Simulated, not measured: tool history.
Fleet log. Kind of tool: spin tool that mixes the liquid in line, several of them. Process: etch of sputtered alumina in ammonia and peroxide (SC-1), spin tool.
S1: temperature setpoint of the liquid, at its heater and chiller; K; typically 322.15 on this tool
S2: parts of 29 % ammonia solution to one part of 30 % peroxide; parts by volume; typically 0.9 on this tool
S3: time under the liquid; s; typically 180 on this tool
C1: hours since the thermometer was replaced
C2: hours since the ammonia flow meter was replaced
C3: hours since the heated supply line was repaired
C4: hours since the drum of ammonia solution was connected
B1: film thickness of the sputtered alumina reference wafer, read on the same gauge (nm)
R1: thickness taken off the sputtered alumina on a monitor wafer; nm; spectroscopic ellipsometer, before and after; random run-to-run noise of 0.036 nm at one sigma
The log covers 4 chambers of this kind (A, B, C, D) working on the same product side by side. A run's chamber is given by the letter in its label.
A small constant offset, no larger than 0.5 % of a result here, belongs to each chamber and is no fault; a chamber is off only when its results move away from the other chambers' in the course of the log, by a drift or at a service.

run 1B day=0.446 | S1=322.15 S2=0.9 S3=180 | C1=173.7 C2=775.7 C3=2169.3 C4=185.1 | B1=29.997 | R1=6.6955
run 2A day=0.742 | S1=322.15 S2=0.9 S3=180 | C1=745.1 C2=225.6 C3=1881.0 C4=528.1 | B1=30.021 | R1=6.7127
run 3C day=1.138 | S1=322.15 S2=0.9 S3=180 | C1=585.0 C2=279.9 C3=1129.5 C4=376.8 | B1=30.015 | R1=6.6711
run 4D day=1.550 | S1=322.15 S2=0.9 S3=180 | C1=542.3 C2=391.3 C3=1137.4 C4=501.6 | B1=29.984 | R1=6.6521
run 5A day=1.971 | S1=322.15 S2=0.9 S3=180 | C1=774.6 C2=255.1 C3=1910.5 C4=557.6 | B1=29.986 | R1=6.6631
-- day=2.079 chamber C: new drum of ammonia solution connected
run 6C day=2.375 | S1=322.15 S2=0.9 S3=180 | C1=614.7 C2=309.6 C3=1159.2 C4=7.2 | B1=30.024 | R1=6.6239
run 7B day=2.762 | S1=322.15 S2=0.9 S3=180 | C1=229.3 C2=831.3 C3=2224.9 C4=240.7 | B1=30.014 | R1=6.6409
run 8D day=3.100 | S1=322.15 S2=0.9 S3=180 | C1=579.5 C2=428.5 C3=1174.6 C4=538.8 | B1=29.984 | R1=6.6845
run 9B day=3.371 | S1=322.15 S2=0.5 S3=180 | C1=243.9 C2=845.9 C3=2239.5 C4=255.3 | B1=29.996 | R1=6.3319
run 10C day=3.588 | S1=322.15 S2=0.5 S3=180 | C1=643.8 C2=338.7 C3=1188.3 C4=36.3 | B1=29.981 | R1=6.2942
run 11A day=3.808 | S1=322.15 S2=0.5 S3=180 | C1=818.7 C2=299.2 C3=1954.6 C4=601.7 | B1=30.003 | R1=6.3705
run 12D day=4.129 | S1=322.15 S2=0.5 S3=180 | C1=604.2 C2=453.2 C3=1199.3 C4=563.5 | B1=29.962 | R1=6.2789
run 13A day=4.371 | S1=322.15 S2=0.9 S3=180 | C1=832.2 C2=312.7 C3=1968.1 C4=615.2 | B1=30.008 | R1=6.6952
run 14B day=4.783 | S1=322.15 S2=0.9 S3=180 | C1=277.8 C2=879.8 C3=2273.4 C4=289.2 | B1=30.014 | R1=6.6754
run 15C day=5.258 | S1=322.15 S2=0.9 S3=180 | C1=683.9 C2=378.8 C3=1228.4 C4=76.4 | B1=30.004 | R1=6.6668
run 16D day=5.662 | S1=322.15 S2=0.9 S3=180 | C1=641.0 C2=490.0 C3=1236.1 C4=600.3 | B1=30.004 | R1=6.6637
run 17D day=5.912 | S1=322.15 S2=0.9 S3=180 | C1=647.0 C2=496.0 C3=1242.1 C4=606.3 | B1=29.987 | R1=6.6184
run 18B day=6.325 | S1=322.15 S2=0.9 S3=180 | C1=314.8 C2=916.8 C3=2310.4 C4=326.2 | B1=30.010 | R1=6.6210
run 19C day=6.779 | S1=322.15 S2=0.9 S3=180 | C1=720.4 C2=415.3 C3=1264.9 C4=112.9 | B1=30.005 | R1=6.6349
run 20A day=7.112 | S1=322.15 S2=0.9 S3=180 | C1=898.0 C2=378.5 C3=2033.9 C4=681.0 | B1=30.003 | R1=6.6859
run 21A day=7.412 | S1=322.15 S2=0.9 S3=180 | C1=905.2 C2=385.7 C3=2041.1 C4=688.2 | B1=29.996 | R1=6.6715
-- day=7.654 chamber D: new drum of ammonia solution connected
run 22D day=7.654 | S1=322.15 S2=0.9 S3=180 | C1=688.8 C2=537.8 C3=1283.9 C4=0.1 | B1=29.991 | R1=6.6367
run 23B day=7.967 | S1=322.15 S2=0.9 S3=180 | C1=354.2 C2=956.2 C3=2349.8 C4=365.6 | B1=29.998 | R1=6.6600
run 24C day=8.333 | S1=322.15 S2=0.9 S3=180 | C1=757.7 C2=452.6 C3=1302.2 C4=150.2 | B1=29.988 | R1=6.6571
run 25D day=8.571 | S1=322.15 S2=0.6 S3=75 | C1=710.8 C2=559.8 C3=1305.9 C4=22.1 | B1=29.993 | R1=2.6880
-- day=8.950 chamber A: ammonia flow meter replaced
run 26B day=9.029 | S1=322.15 S2=0.6 S3=75 | C1=379.7 C2=981.7 C3=2375.3 C4=391.1 | B1=29.977 | R1=2.6430
run 27A day=9.396 | S1=322.15 S2=0.6 S3=75 | C1=952.8 C2=10.8 C3=2088.7 C4=735.8 | B1=29.988 | R1=2.6918
run 28C day=9.733 | S1=322.15 S2=0.6 S3=75 | C1=791.3 C2=486.2 C3=1335.8 C4=183.8 | B1=29.999 | R1=2.6671
run 29D day=10.229 | S1=322.15 S2=0.9 S3=95 | C1=750.6 C2=599.6 C3=1345.7 C4=61.9 | B1=29.979 | R1=3.5299
run 30C day=10.600 | S1=322.15 S2=0.9 S3=95 | C1=812.1 C2=507.0 C3=1356.6 C4=204.6 | B1=30.011 | R1=3.5183

Is one chamber off against the others, does the gauge drift, or is nothing wrong? If a chamber is off, say which, and what the likeliest cause is.

All chambers stay in line apart from their small fixed offsets, and the gauge does not drift.
